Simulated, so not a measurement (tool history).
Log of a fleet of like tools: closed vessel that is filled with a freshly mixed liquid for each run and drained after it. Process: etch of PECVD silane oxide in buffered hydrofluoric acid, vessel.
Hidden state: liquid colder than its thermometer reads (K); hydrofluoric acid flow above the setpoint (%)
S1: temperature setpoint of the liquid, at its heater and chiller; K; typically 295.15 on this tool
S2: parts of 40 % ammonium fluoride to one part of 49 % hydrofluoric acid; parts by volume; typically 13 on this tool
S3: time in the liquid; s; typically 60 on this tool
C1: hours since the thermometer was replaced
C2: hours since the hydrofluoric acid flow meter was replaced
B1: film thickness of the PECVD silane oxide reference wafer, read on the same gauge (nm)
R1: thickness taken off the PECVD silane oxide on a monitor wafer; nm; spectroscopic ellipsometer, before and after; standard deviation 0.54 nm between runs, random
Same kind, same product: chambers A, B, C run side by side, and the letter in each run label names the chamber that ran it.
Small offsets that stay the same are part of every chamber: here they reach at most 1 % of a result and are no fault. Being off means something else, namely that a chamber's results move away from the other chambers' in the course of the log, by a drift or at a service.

run 1A hour=11.2 | S1=295.15 S2=13 S3=60 | C1=605.1 C2=419.1 | B1=49.927 | R1=77.954
run 2C hour=16.5 | S1=295.15 S2=13 S3=60 | C1=1587.6 C2=159.7 | B1=50.026 | R1=78.863
run 3B hour=27 | S1=295.15 S2=13 S3=60 | C1=270.9 C2=90 | B1=49.991 | R1=78.781
run 4B hour=35.5 | S1=295.15 S2=13 S3=60 | C1=279.4 C2=98.5 | B1=50.006 | R1=78.191
run 5C hour=45.2 | S1=295.15 S2=13 S3=60 | C1=1616.3 C2=188.4 | B1=49.998 | R1=79.334
run 6A hour=54.8 | S1=295.15 S2=13 S3=60 | C1=648.7 C2=462.7 | B1=50.008 | R1=78.457
run 7C hour=63.6 | S1=295.15 S2=11 S3=60 | C1=1634.7 C2=206.8 | B1=49.991 | R1=93.396
run 8B hour=69 | S1=295.15 S2=11 S3=60 | C1=312.9 C2=132 | B1=49.989 | R1=89.34
run 9A hour=74.3 | S1=295.15 S2=11 S3=60 | C1=668.2 C2=482.2 | B1=50.033 | R1=93.68
run 10B hour=84.6 | S1=295.15 S2=13 S3=60 | C1=328.5 C2=147.6 | B1=50.023 | R1=76.209
run 11C hour=92.6 | S1=295.15 S2=13 S3=60 | C1=1663.7 C2=235.8 | B1=49.994 | R1=79.766
run 12A hour=103.7 | S1=295.15 S2=13 S3=60 | C1=697.6 C2=511.6 | B1=50.005 | R1=78.868
run 13B hour=112.3 | S1=295.15 S2=13 S3=60 | C1=356.2 C2=175.3 | B1=50.035 | R1=75.207
run 14C hour=121.5 | S1=295.15 S2=13 S3=60 | C1=1692.6 C2=264.7 | B1=50.063 | R1=79.234
run 15A hour=127.4 | S1=295.15 S2=13 S3=60 | C1=721.3 C2=535.3 | B1=49.953 | R1=77.738
run 16C hour=132.9 | S1=295.15 S2=13 S3=60 | C1=1704 C2=276.1 | B1=50.007 | R1=78.25
run 17A hour=141.4 | S1=295.15 S2=13 S3=60 | C1=735.3 C2=549.3 | B1=50.002 | R1=78.483
run 18B hour=149.5 | S1=295.15 S2=13 S3=60 | C1=393.4 C2=212.5 | B1=50.003 | R1=73.82
run 19C hour=155.1 | S1=295.15 S2=13 S3=60 | C1=1726.2 C2=298.3 | B1=49.968 | R1=78.82
run 20B hour=165.9 | S1=295.15 S2=13 S3=60 | C1=409.8 C2=228.9 | B1=49.973 | R1=72.696

Next, all 3 chambers run the settings below, one line each with question marks for the results. What does each chamber give?
run 21A hour=174.3 | S1=295.15 S2=15 S3=60 | R1=?
run 21B hour=174.3 | S1=295.15 S2=15 S3=60 | R1=?
run 21C hour=174.3 | S1=295.15 S2=15 S3=60 | R1=?

run=21A R1=68.313
run=21B R1=63.612
run=21C R1=68.168
